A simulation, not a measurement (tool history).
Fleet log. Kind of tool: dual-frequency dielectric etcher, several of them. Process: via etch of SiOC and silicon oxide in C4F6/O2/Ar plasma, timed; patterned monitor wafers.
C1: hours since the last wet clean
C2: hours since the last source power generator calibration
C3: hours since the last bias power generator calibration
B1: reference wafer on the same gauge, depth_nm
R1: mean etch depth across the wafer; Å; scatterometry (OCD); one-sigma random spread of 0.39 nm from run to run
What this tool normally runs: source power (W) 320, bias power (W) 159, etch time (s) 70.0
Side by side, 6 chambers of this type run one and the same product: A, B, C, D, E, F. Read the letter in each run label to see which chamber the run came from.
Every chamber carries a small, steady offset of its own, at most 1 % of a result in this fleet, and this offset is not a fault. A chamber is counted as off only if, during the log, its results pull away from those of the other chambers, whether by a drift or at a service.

Run 1A, hour 6.8: usual settings; C1 356.9; C2 689.6; C3 3916.5; B1 80.313. Result: R1 697.30 Å.
Run 2F, hour 16.0: usual settings; C1 352.7; C2 750.6; C3 2409.9; B1 80.313. Result: R1 695.99 Å.
Run 3D, hour 23.7: usual settings; C1 318.0; C2 500.2; C3 1262.4; B1 80.198. Result: R1 690.30 Å.
Run 4E, hour 35.5: usual settings; C1 429.5; C2 1329.3; C3 3342.9; B1 80.262. Result: R1 694.61 Å.
At hour 43.0: chamber C: wet clean of the chamber.
Run 5C, hour 47.6: usual settings; C1 4.6; C2 922.2; C3 72.4; B1 80.241. Result: R1 701.40 Å.
Run 6B, hour 54.7: usual settings; C1 216.9; C2 1554.2; C3 4324.8; B1 80.375. Result: R1 694.54 Å.
At hour 64.0: chamber B: bias power generator calibrated.
Run 7A, hour 68.6: usual settings; C1 418.7; C2 751.4; C3 3978.3; B1 80.275. Result: R1 697.97 Å.
Run 8D, hour 75.8: usual settings but etch time (s) 86.5; C1 370.1; C2 552.3; C3 1314.5; B1 80.310. Result: R1 852.59 Å.
Run 9F, hour 87.7: usual settings but etch time (s) 86.5; C1 424.4; C2 822.3; C3 2481.6; B1 80.352. Result: R1 859.58 Å.
Run 10C, hour 97.5: usual settings but etch time (s) 86.5; C1 54.5; C2 972.1; C3 122.3; B1 80.301. Result: R1 859.38 Å.
Run 11E, hour 112.3: usual settings but etch time (s) 86.5; C1 506.3; C2 1406.1; C3 3419.7; B1 80.205. Result: R1 863.56 Å.
At hour 120.3: chamber D: wet clean of the chamber.
Run 12B, hour 125.0: usual settings but etch time (s) 86.5; C1 287.2; C2 1624.5; C3 61.1; B1 80.395. Result: R1 860.04 Å.
Run 13E, hour 133.4: usual settings but etch time (s) 86.5; C1 527.4; C2 1427.2; C3 3440.8; B1 80.369. Result: R1 864.85 Å.
Run 14D, hour 141.7: usual settings; C1 21.5; C2 618.2; C3 1380.4; B1 80.415. Result: R1 696.95 Å.
Run 15F, hour 153.3: usual settings; C1 490.0; C2 887.9; C3 2547.2; B1 80.347. Result: R1 690.36 Å.
At hour 157.2: chamber E: wet clean of the chamber.
Run 16C, hour 163.3: usual settings; C1 120.3; C2 1037.9; C3 188.1; B1 80.361. Result: R1 699.83 Å.
Run 17B, hour 175.1: usual settings but etch time (s) 90.5; C1 337.3; C2 1674.6; C3 111.2; B1 80.190. Result: R1 904.01 Å.
At hour 186.0: chamber F: wet clean of the chamber.
Run 18A, hour 186.0: usual settings but etch time (s) 90.5; C1 536.1; C2 868.8; C3 4095.7; B1 80.217. Result: R1 911.05 Å.
At hour 195.7: chamber B: wet clean of the chamber.
Run 19B, hour 195.9: usual settings but etch time (s) 90.5; C1 0.2; C2 1695.4; C3 132.0; B1 80.296. Result: R1 867.72 Å.
Run 20E, hour 204.5: usual settings but etch time (s) 90.5; C1 47.4; C2 1498.3; C3 3511.9; B1 80.452. Result: R1 910.77 Å.
At hour 205.8: chamber E: bias power generator calibrated.
Run 21F, hour 212.2: usual settings but etch time (s) 90.5; C1 26.3; C2 946.8; C3 2606.1; B1 80.348. Result: R1 895.38 Å.
Run 22D, hour 221.2: usual settings but etch time (s) 90.5; C1 101.0; C2 697.7; C3 1459.9; B1 80.280. Result: R1 888.01 Å.
At hour 226.7: chamber A: wet clean of the chamber.
Run 23A, hour 230.7: usual settings; C1 4.1; C2 913.5; C3 4140.4; B1 80.278. Result: R1 702.81 Å.
Run 24C, hour 240.2: usual settings; C1 197.2; C2 1114.8; C3 265.0; B1 80.435. Result: R1 697.54 Å.
Run 25E, hour 247.5: usual settings; C1 90.4; C2 1541.3; C3 41.8; B1 80.249. Result: R1 691.24 Å.
Run 26C, hour 262.2: usual settings; C1 219.2; C2 1136.8; C3 287.0; B1 80.317. Result: R1 692.92 Å.
Run 27D, hour 269.6: usual settings; C1 149.4; C2 746.1; C3 1508.3; B1 80.274. Result: R1 690.89 Å.
Run 28A, hour 277.4: usual settings; C1 50.8; C2 960.2; C3 4187.1; B1 80.247. Result: R1 696.39 Å.
Run 29F, hour 286.9: usual settings; C1 101.0; C2 1021.5; C3 2680.8; B1 80.317. Result: R1 701.31 Å.
Run 30B, hour 295.1: usual settings; C1 99.4; C2 1794.6; C3 231.2; B1 80.245. Result: R1 663.93 Å.
Run 31D, hour 303.2: usual settings; C1 183.0; C2 779.7; C3 1541.9; B1 80.383. Result: R1 698.71 Å.
Run 32B, hour 315.4: usual settings; C1 119.7; C2 1814.9; C3 251.5; B1 80.233. Result: R1 678.37 Å.
Run 33C, hour 325.8: usual settings but bias power (W) 125; C1 282.8; C2 1200.4; C3 350.6; B1 80.328. Result: R1 645.31 Å.
Run 34E, hour 336.2: usual settings but bias power (W) 125; C1 179.1; C2 1630.0; C3 130.5; B1 80.267. Result: R1 642.22 Å.
Run 35F, hour 343.5: usual settings but bias power (W) 125; C1 157.6; C2 1078.1; C3 2737.4; B1 80.314. Result: R1 645.48 Å.
Run 36A, hour 354.9: usual settings but bias power (W) 125; C1 128.3; C2 1037.7; C3 4264.6; B1 80.230. Result: R1 653.08 Å.
Run 37B, hour 369.1: usual settings but bias power (W) 125; C1 173.4; C2 1868.6; C3 305.2; B1 80.284. Result: R1 620.74 Å.
Run 38D, hour 378.7: usual settings but bias power (W) 125; C1 258.5; C2 855.2; C3 1617.4; B1 80.288. Result: R1 644.35 Å.
Run 39C, hour 391.0: usual settings; C1 348.0; C2 1265.6; C3 415.8; B1 80.321. Result: R1 696.12 Å.

All chambers now run identical settings, listed one chamber a line with results as question marks. What results will each chamber show?
Run 40A, hour 402.0: usual settings. Result: R1 ?.
Run 40B, hour 402.0: usual settings. Result: R1 ?.
Run 40C, hour 402.0: usual settings. Result: R1 ?.
Run 40D, hour 402.0: usual settings. Result: R1 ?.
Run 40E, hour 402.0: usual settings. Result: R1 ?.
Run 40F, hour 402.0: usual settings. Result: R1 ?.

run      R1
40A  699.77
40B  672.10
40C  692.18
40D  693.02
40E  697.26
40F  693.85

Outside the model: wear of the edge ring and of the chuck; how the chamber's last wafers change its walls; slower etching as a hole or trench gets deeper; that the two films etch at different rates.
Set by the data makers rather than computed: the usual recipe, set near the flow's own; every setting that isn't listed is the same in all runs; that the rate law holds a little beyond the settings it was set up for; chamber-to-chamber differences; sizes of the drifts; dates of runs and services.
